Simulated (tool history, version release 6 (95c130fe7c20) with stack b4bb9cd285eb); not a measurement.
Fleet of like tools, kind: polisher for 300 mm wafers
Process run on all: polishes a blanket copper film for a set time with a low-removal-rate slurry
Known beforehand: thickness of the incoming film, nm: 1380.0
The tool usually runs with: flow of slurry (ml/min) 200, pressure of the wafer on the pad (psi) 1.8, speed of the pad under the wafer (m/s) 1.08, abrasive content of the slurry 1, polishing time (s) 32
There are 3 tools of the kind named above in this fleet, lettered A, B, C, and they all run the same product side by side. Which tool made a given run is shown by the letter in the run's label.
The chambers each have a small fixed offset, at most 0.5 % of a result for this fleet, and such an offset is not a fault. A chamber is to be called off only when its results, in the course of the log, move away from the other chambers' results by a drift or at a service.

run	hour	flow of slurry (ml/min)	pressure of the wafer on the pad (psi)	speed of the pad under the wafer (m/s)	abrasive content of the slurry	polishing time (s)	film removed (angstrom)
1B	6.7	200	1.8	1.08	1	32	622.90
2A	13.6	200	1.8	1.08	1	32	615.21
3C	23.4	200	1.8	1.08	1	32	611.42
4A	29.8	200	1.8	1.08	1	32	619.78
# hour 31.7: chamber A: worn pad replaced by a new one
5B	38.3	200	1.8	1.08	1	32	615.91
6C	45.6	200	1.8	1.08	1	32	615.95
# hour 46.4: chamber B: head pressure recalibrated
# hour 49.9: chamber B: worn pad replaced by a new one
7A	53.9	200	1.8	1.08	1	32	619.15
8C	63.5	200	1.8	1.08	1	32	614.29
# hour 70.7: chamber A: head pressure recalibrated
9B	72.1	200	1.8	1.08	1	32	614.75
# hour 75.9: chamber A: worn pad replaced by a new one
# hour 76.9: chamber C: worn pad replaced by a new one
10B	81.2	255	1.8	1.44	1	32	840.65
# hour 82.6: chamber C: slurry blender recalibrated
11A	87.9	255	1.8	1.44	1	32	823.88
12C	94.6	255	1.8	1.44	1	32	841.96
13C	104.5	200	1.8	1.08	1	32	624.45
14B	112.5	200	1.8	1.08	1	32	619.70
15A	119.4	200	1.8	1.08	1	32	601.26
16C	124.0	200	1.8	1.08	1	32	617.09
# hour 125.6: chamber A: worn pad replaced by a new one
17B	129.8	200	1.8	1.22	1	32	708.00
18A	135.1	200	1.8	1.22	1	32	674.27
# hour 144.6: chamber A: slurry blender recalibrated
19C	145.4	200	1.8	1.22	1	32	701.66
# hour 147.2: chamber B: worn pad replaced by a new one
# hour 150.6: chamber C: worn pad replaced by a new one
20B	154.8	200	1.8	1.08	1	32	620.14
21A	160.0	200	1.8	1.08	1	32	596.69
22C	169.2	200	1.8	1.08	1	32	617.04
# hour 175.6: chamber A: worn pad replaced by a new one
23A	177.9	200	1.8	1.08	1	32	596.45
24B	186.3	250	1.8	0.78	1	32	456.83
25B	191.1	250	1.8	0.78	1	32	460.89
26A	198.3	250	1.8	0.78	1	32	439.21
27C	208.8	200	1.8	1.08	1	32	622.51
28A	214.8	200	1.8	1.08	1	32	591.28
29C	223.1	200	1.8	1.08	1	32	615.15

For the next run the whole fleet of 3 chambers uses the same settings. Give each chamber's results:
30A	230.7	200	1.8	1.08	1	32	?
30B	230.7	200	1.8	1.08	1	32	?
30C	230.7	200	1.8	1.08	1	32	?

run	film removed (angstrom)
30A	594.12
30B	615.94
30C	614.72

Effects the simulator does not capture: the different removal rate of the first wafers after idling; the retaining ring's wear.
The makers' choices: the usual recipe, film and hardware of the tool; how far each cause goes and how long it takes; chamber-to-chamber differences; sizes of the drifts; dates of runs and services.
